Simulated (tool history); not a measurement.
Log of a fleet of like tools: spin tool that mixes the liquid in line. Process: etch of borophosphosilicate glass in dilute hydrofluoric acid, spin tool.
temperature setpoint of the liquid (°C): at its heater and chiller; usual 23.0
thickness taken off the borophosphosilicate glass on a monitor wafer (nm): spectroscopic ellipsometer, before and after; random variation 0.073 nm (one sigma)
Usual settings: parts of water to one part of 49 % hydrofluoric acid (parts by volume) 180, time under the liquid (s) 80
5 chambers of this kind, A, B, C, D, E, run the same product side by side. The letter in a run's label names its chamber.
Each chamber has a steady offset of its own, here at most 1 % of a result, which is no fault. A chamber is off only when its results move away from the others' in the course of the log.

run,hour,temperature setpoint of the liquid (°C),parts of water to one part of 49 % hydrofluoric acid (parts by volume),time under the liquid (s),"read-back film thickness of the borophosphosilicate glass reference wafer, read on the same gauge (nm)",thickness taken off the borophosphosilicate glass on a monitor wafer (nm)
1D,8.1,23.0,180,80,119.99,10.1820
2B,18.7,23.0,180,80,120.01,10.0860
3E,27.7,23.0,180,80,119.99,10.2020
4A,36.3,23.0,180,80,120.05,10.1600
5C,51.2,23.0,180,80,120.02,10.0850
6A,66.7,23.0,180,80,119.99,10.1170
7E,78.7,18.5,180,50,119.98,5.2568
8D,87.9,18.5,180,50,119.98,5.2926
9B,96.8,18.5,180,50,119.99,5.4025
10C,106.3,18.5,180,50,119.97,5.2354
11B,121.5,18.5,180,50,120.01,5.4549
12E,134.2,23.0,180,80,120.00,10.0930
# hour 143.1: chamber C: hydrofluoric acid flow meter replaced
13D,148.4,23.0,180,80,120.01,10.1980
14A,164.0,23.0,180,80,119.99,10.1420
15C,175.7,23.0,180,50,119.98,6.1887
16D,187.1,23.0,180,50,120.01,6.4109
17C,200.9,23.0,180,50,120.03,6.2414
18E,214.6,23.0,180,50,120.02,6.4499
# hour 219.7: chamber B: hydrofluoric acid flow meter replaced
19A,226.4,23.0,180,50,119.99,6.2123
20B,234.2,23.0,180,80,120.00,10.2840
21A,243.9,23.0,265,95,120.02,7.5262
22E,254.1,23.0,265,95,119.99,7.7390
23C,268.3,23.0,265,95,119.99,7.4687
24B,284.4,23.0,265,95,119.99,7.5287
25D,296.8,23.0,265,95,120.02,7.4063
# hour 301.3: chamber E: hydrofluoric acid flow meter replaced
26A,308.0,23.0,180,80,120.01,10.1260
27E,319.7,23.0,180,80,119.98,10.4820
28B,333.1,26.5,180,80,120.01,11.5300
29C,340.1,26.5,180,80,119.96,11.3320
30D,355.6,26.5,180,80,119.99,11.5460
# hour 360.3: chamber C: thermometer replaced
31A,366.1,26.5,180,80,119.99,11.4690
32D,376.7,26.5,180,80,119.99,11.5240
# hour 379.1: chamber A: hydrofluoric acid flow meter replaced
33E,386.2,19.5,180,80,120.01,9.4660
34C,398.3,19.5,180,80,119.99,8.8487
35B,406.5,19.5,180,80,120.03,8.8429
36C,420.7,19.5,180,80,119.99,8.8089
37A,434.5,19.5,180,80,120.00,8.9306
38D,448.2,23.0,180,80,120.02,10.0510
39E,460.0,23.0,180,80,120.00,10.9910
40B,469.2,23.0,180,80,120.01,10.1470
41B,478.2,23.0,250,40,119.99,3.4010

Next, every chamber runs the same settings. What will each give?
42A,489.8,23.0,180,80,,?
42B,489.8,23.0,180,80,,?
42C,489.8,23.0,180,80,,?
42D,489.8,23.0,180,80,,?
42E,489.8,23.0,180,80,,?

run,thickness taken off the borophosphosilicate glass on a monitor wafer (nm)
42A,10.0910
42B,10.1050
42C,10.1610
42D,10.1790
42E,11.1250
